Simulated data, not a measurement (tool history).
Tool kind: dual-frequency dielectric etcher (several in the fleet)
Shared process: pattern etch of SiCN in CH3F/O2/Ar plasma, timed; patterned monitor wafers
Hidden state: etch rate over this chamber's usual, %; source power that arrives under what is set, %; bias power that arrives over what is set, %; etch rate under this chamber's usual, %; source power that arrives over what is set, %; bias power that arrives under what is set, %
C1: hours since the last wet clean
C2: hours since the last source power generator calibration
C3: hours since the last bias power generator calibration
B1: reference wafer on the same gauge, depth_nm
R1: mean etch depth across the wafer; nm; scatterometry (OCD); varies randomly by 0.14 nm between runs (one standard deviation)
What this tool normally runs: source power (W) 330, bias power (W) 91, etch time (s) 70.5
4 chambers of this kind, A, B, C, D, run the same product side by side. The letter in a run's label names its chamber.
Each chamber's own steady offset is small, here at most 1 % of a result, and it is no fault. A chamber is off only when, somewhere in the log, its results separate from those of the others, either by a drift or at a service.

run 1A hour=4.6 | source_power_(W)=330 bias_power_(W)=91 etch_time_(s)=70.5 | C1=239.1 C2=726.7 C3=2319.8 | B1=25.484 | R1=26.824
run 2D hour=10.2 | source_power_(W)=330 bias_power_(W)=91 etch_time_(s)=70.5 | C1=185.5 C2=1803.8 C3=239.8 | B1=25.494 | R1=27.122
run 3C hour=14.6 | source_power_(W)=330 bias_power_(W)=91 etch_time_(s)=70.5 | C1=263.9 C2=4641.7 C3=2539.7 | B1=25.506 | R1=26.69
run 4B hour=19.2 | source_power_(W)=330 bias_power_(W)=91 etch_time_(s)=70.5 | C1=364.8 C2=1301 C3=1567 | B1=25.521 | R1=26.542
run 5D hour=24.3 | source_power_(W)=330 bias_power_(W)=91 etch_time_(s)=70.5 | C1=199.6 C2=1817.9 C3=253.9 | B1=25.502 | R1=26.972
run 6A hour=27.3 | source_power_(W)=330 bias_power_(W)=91 etch_time_(s)=70.5 | C1=261.8 C2=749.4 C3=2342.5 | B1=25.508 | R1=26.855
run 7B hour=30.1 | source_power_(W)=330 bias_power_(W)=91 etch_time_(s)=70.5 | C1=375.7 C2=1311.9 C3=1577.9 | B1=25.512 | R1=27.074
run 8C hour=33.3 | source_power_(W)=330 bias_power_(W)=91 etch_time_(s)=70.5 | C1=282.6 C2=4660.4 C3=2558.4 | B1=25.444 | R1=26.928
run 9B hour=35.9 | source_power_(W)=330 bias_power_(W)=91 etch_time_(s)=70.5 | C1=381.5 C2=1317.7 C3=1583.7 | B1=25.498 | R1=26.88
run 10C hour=38.9 | source_power_(W)=330 bias_power_(W)=91 etch_time_(s)=70.5 | C1=288.2 C2=4666 C3=2564 | B1=25.489 | R1=27.267
run 11D hour=42.1 | source_power_(W)=330 bias_power_(W)=91 etch_time_(s)=70.5 | C1=217.4 C2=1835.7 C3=271.7 | B1=25.527 | R1=26.929
run 12A hour=45.9 | source_power_(W)=330 bias_power_(W)=91 etch_time_(s)=70.5 | C1=280.4 C2=768 C3=2361.1 | B1=25.496 | R1=26.703
run 13B hour=49.7 | source_power_(W)=330 bias_power_(W)=91 etch_time_(s)=70.5 | C1=395.3 C2=1331.5 C3=1597.5 | B1=25.503 | R1=26.775
run 14A hour=55.3 | source_power_(W)=330 bias_power_(W)=91 etch_time_(s)=70.5 | C1=289.8 C2=777.4 C3=2370.5 | B1=25.508 | R1=26.857
run 15D hour=61.1 | source_power_(W)=330 bias_power_(W)=91 etch_time_(s)=70.5 | C1=236.4 C2=1854.7 C3=290.7 | B1=25.496 | R1=27.061
run 16C hour=66.1 | source_power_(W)=330 bias_power_(W)=91 etch_time_(s)=70.5 | C1=315.4 C2=4693.2 C3=2591.2 | B1=25.497 | R1=27.081
run 17A hour=71.7 | source_power_(W)=330 bias_power_(W)=91 etch_time_(s)=70.5 | C1=306.2 C2=793.8 C3=2386.9 | B1=25.518 | R1=26.884
run 18C hour=76.9 | source_power_(W)=330 bias_power_(W)=91 etch_time_(s)=70.5 | C1=326.2 C2=4704 C3=2602 | B1=25.495 | R1=27.084
run 19D hour=80 | source_power_(W)=330 bias_power_(W)=91 etch_time_(s)=70.5 | C1=255.3 C2=1873.6 C3=309.6 | B1=25.47 | R1=26.813
run 20B hour=85.7 | source_power_(W)=330 bias_power_(W)=91 etch_time_(s)=70.5 | C1=431.3 C2=1367.5 C3=1633.5 | B1=25.499 | R1=25.929
run 21B hour=89.1 | source_power_(W)=330 bias_power_(W)=91 etch_time_(s)=70.5 | C1=434.7 C2=1370.9 C3=1636.9 | B1=25.513 | R1=25.972
run 22C hour=92.6 | source_power_(W)=330 bias_power_(W)=91 etch_time_(s)=70.5 | C1=341.9 C2=4719.7 C3=2617.7 | B1=25.489 | R1=26.857
run 23A hour=96.6 | source_power_(W)=330 bias_power_(W)=91 etch_time_(s)=70.5 | C1=331.1 C2=818.7 C3=2411.8 | B1=25.509 | R1=26.85
run 24D hour=102.1 | source_power_(W)=290 bias_power_(W)=91 etch_time_(s)=63 | C1=277.4 C2=1895.7 C3=331.7 | B1=25.517 | R1=22.941
run 25A hour=105.3 | source_power_(W)=290 bias_power_(W)=91 etch_time_(s)=63 | C1=339.8 C2=827.4 C3=2420.5 | B1=25.528 | R1=22.954
run 26B hour=110.5 | source_power_(W)=290 bias_power_(W)=91 etch_time_(s)=63 | C1=456.1 C2=1392.3 C3=1658.3 | B1=25.53 | R1=21.647
run 27D hour=114.3 | source_power_(W)=290 bias_power_(W)=91 etch_time_(s)=63 | C1=289.6 C2=1907.9 C3=343.9 | B1=25.481 | R1=23.008
-- hour=115.9 chamber C: wet clean of the chamber
run 28C hour=117.7 | source_power_(W)=330 bias_power_(W)=91 etch_time_(s)=70.5 | C1=1.8 C2=4744.8 C3=2642.8 | B1=25.496 | R1=26.661
run 29C hour=121.7 | source_power_(W)=330 bias_power_(W)=91 etch_time_(s)=70.5 | C1=5.8 C2=4748.8 C3=2646.8 | B1=25.507 | R1=26.839
run 30D hour=124.9 | source_power_(W)=330 bias_power_(W)=91 etch_time_(s)=70.5 | C1=300.2 C2=1918.5 C3=354.5 | B1=25.464 | R1=26.99

Is one chamber off against the others, does the gauge drift, or is nothing wrong? If a chamber is off, say which, and what the likeliest cause is.

It is chamber B that slowly wanders off from its peers.
Most likely cause: etch rate under this chamber's usual, % = 5.52.

Chamber B could run next with any of the 4 candidate recipes listed below; each alters the usual settings, and their results appear as question marks. Which one brings its results back in line with what the other chambers deliver on the usual settings?
Maximum distance from the other chambers' mean on the usual settings for a result to count as in line: R1 0.5 nm
run 31B-1 hour=129 | source_power_(W)=330 bias_power_(W)=91 etch_time_(s)=77.5 | R1=?
run 31B-2 hour=129 | source_power_(W)=330 bias_power_(W)=91 etch_time_(s)=66 | R1=?
run 31B-3 hour=129 | source_power_(W)=330 bias_power_(W)=92 etch_time_(s)=75 | R1=?
run 31B-4 hour=129 | source_power_(W)=320 bias_power_(W)=91 etch_time_(s)=65 | R1=?

Average result of the remaining chambers running the usual settings: R1 26.91 nm
run=31B-1 R1=27.812
run=31B-2 R1=23.685
run=31B-3 R1=27.026
run=31B-4 R1=23.059
31B-3 puts the chamber back in line with the other chambers.
